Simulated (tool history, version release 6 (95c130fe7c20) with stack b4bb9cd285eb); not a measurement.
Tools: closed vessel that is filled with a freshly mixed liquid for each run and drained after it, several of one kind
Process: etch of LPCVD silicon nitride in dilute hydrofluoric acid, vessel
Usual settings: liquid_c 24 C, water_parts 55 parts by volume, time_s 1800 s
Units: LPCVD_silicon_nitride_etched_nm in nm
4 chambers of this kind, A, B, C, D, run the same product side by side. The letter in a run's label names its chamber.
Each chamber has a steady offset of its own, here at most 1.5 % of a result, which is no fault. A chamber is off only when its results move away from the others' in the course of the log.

| run | day | liquid_c | water_parts | time_s | hours since the thermometer was replaced | hours since the hydrofluoric acid flow meter was replaced | read-back film thickness of the LPCVD silicon nitride reference wafer, read on the same gauge (nm) | LPCVD_silicon_nitride_etched_nm |
|---|---|---|---|---|---|---|---|---|
| 1C | 0.612 | 24 | 55 | 1800 | 265 | 625.7 | 40.006 | 15.612 |
| 2A | 0.996 | 24 | 55 | 1800 | 559.7 | 1676.5 | 40.019 | 15.505 |
| 3D | 1.617 | 24 | 55 | 1800 | 2291.8 | 1396.6 | 40.015 | 15.339 |
|  | 1.754 | chamber C: hydrofluoric acid flow meter replaced |
| 4B | 2.238 | 24 | 55 | 1800 | 2363.9 | 1840.4 | 40.004 | 15.495 |
| 5B | 2.833 | 24 | 55 | 1800 | 2378.2 | 1854.7 | 39.993 | 15.674 |
| 6C | 3.246 | 24 | 55 | 1800 | 328.2 | 35.8 | 40.017 | 15.514 |
|  | 3.675 | chamber B: hydrofluoric acid flow meter replaced |
| 7D | 3.683 | 24 | 55 | 1800 | 2341.4 | 1446.2 | 39.997 | 15.6 |
| 8A | 4.296 | 24 | 55 | 1800 | 638.9 | 1755.7 | 40.008 | 15.382 |
|  | 4.658 | chamber B: thermometer replaced |
| 9B | 4.754 | 28.5 | 55 | 1800 | 2.4 | 26 | 40.011 | 20.662 |
| 10D | 5.267 | 28.5 | 55 | 1800 | 2379.4 | 1484.2 | 39.986 | 20.69 |
| 11C | 5.792 | 28.5 | 55 | 1800 | 389.3 | 96.9 | 40.012 | 20.767 |
| 12A | 6.3 | 28.5 | 55 | 1800 | 687 | 1803.8 | 39.994 | 20.776 |
| 13B | 6.7 | 24 | 55 | 1800 | 49.1 | 72.7 | 40.019 | 15.509 |
| 14A | 7.221 | 24 | 55 | 1800 | 709.1 | 1825.9 | 40.03 | 15.362 |
| 15D | 7.579 | 24 | 55 | 1800 | 2434.9 | 1539.7 | 40.013 | 15.478 |
| 16C | 8.138 | 24 | 55 | 1800 | 445.6 | 153.2 | 40.005 | 15.531 |
| 17A | 8.667 | 24 | 55 | 1800 | 743.8 | 1860.6 | 39.988 | 15.455 |
| 18C | 9.058 | 24 | 55 | 1800 | 467.7 | 175.3 | 40.009 | 15.391 |
| 19B | 9.496 | 24 | 55 | 1800 | 116.2 | 139.8 | 39.996 | 15.553 |
| 20D | 9.904 | 20.5 | 55 | 1275 | 2490.7 | 1595.5 | 40.008 | 8.7275 |
| 21B | 10.354 | 20.5 | 55 | 1275 | 136.8 | 160.4 | 39.983 | 8.6754 |
| 22A | 10.708 | 20.5 | 55 | 1275 | 792.8 | 1909.6 | 40.029 | 8.7565 |
| 23C | 11.033 | 20.5 | 55 | 1275 | 515.1 | 222.7 | 40.016 | 8.7152 |
|  | 11.112 | chamber D: thermometer replaced |
| 24D | 11.412 | 24 | 55 | 1800 | 7.3 | 1631.7 | 39.993 | 15.378 |
| 25C | 11.812 | 24 | 55 | 1800 | 533.8 | 241.4 | 40.005 | 15.621 |
| 26D | 12.2 | 24 | 55 | 1800 | 26.2 | 1650.6 | 39.998 | 15.568 |
| 27B | 12.654 | 24 | 55 | 1800 | 192 | 215.6 | 39.976 | 15.528 |
| 28A | 13.267 | 24 | 55 | 1800 | 854.2 | 1971 | 40.026 | 15.445 |
| 29B | 13.679 | 24 | 55 | 1800 | 216.6 | 240.2 | 40.01 | 15.628 |
| 30C | 14.092 | 24 | 55 | 1800 | 588.5 | 296.1 | 40.002 | 15.567 |
| 31A | 14.379 | 24 | 55 | 1800 | 880.9 | 1997.7 | 40.003 | 15.417 |
| 32D | 14.9 | 24 | 55 | 1800 | 91 | 1715.4 | 40.008 | 15.833 |
| 33B | 15.254 | 24 | 55 | 1800 | 254.4 | 278 | 39.993 | 15.629 |
| 34A | 15.754 | 24 | 55 | 1800 | 913.9 | 2030.7 | 39.987 | 15.68 |
| 35C | 16.258 | 24 | 55 | 1800 | 640.5 | 348.1 | 40.003 | 15.734 |
| 36D | 16.554 | 24 | 25 | 1800 | 130.7 | 1755.1 | 40.001 | 33.646 |
| 37B | 17.117 | 24 | 25 | 1800 | 299.1 | 322.7 | 40.018 | 33.165 |
| 38D | 17.529 | 24 | 25 | 1800 | 154.1 | 1778.5 | 39.99 | 33.662 |
|  | 17.85 | chamber C: thermometer replaced |
| 39C | 18.138 | 24 | 25 | 1800 | 7 | 393.2 | 40.001 | 33.662 |
| 40A | 18.638 | 24 | 55 | 1800 | 983.1 | 2099.9 | 40.017 | 15.442 |
| 41A | 19.046 | 24 | 55 | 1800 | 992.9 | 2109.7 | 39.988 | 15.53 |

Is one chamber off against the others, does the gauge drift, or is nothing wrong? If a chamber is off, say which, and what the likeliest cause is.

Chamber D drifts away from the others.
Cause: hydrofluoric acid flow above the setpoint (%) = 6.35.

Here are 4 candidates for chamber D's next run, each the usual settings with a change, their results left as question marks. Which one brings its results back in line with what the others give on the usual settings?
In line means no further than this from the other chambers' mean on the usual settings: LPCVD_silicon_nitride_etched_nm 0.45 nm
| 42D-1 | 19.508 | 24.5 | 55 | 1900 |  |  |  | ? |
| 42D-2 | 19.508 | 22.5 | 55 | 1800 |  |  |  | ? |
| 42D-3 | 19.508 | 24 | 55 | 1730 |  |  |  | ? |
| 42D-4 | 19.508 | 24.5 | 55 | 1800 |  |  |  | ? |

The other chambers' mean on the usual settings: LPCVD_silicon_nitride_etched_nm 15.534 nm
| run | LPCVD_silicon_nitride_etched_nm |
|---|---|
| 42D-1 | 17.826 |
| 42D-2 | 14.731 |
| 42D-3 | 15.683 |
| 42D-4 | 16.887 |
42D-3 brings the chamber back in line.

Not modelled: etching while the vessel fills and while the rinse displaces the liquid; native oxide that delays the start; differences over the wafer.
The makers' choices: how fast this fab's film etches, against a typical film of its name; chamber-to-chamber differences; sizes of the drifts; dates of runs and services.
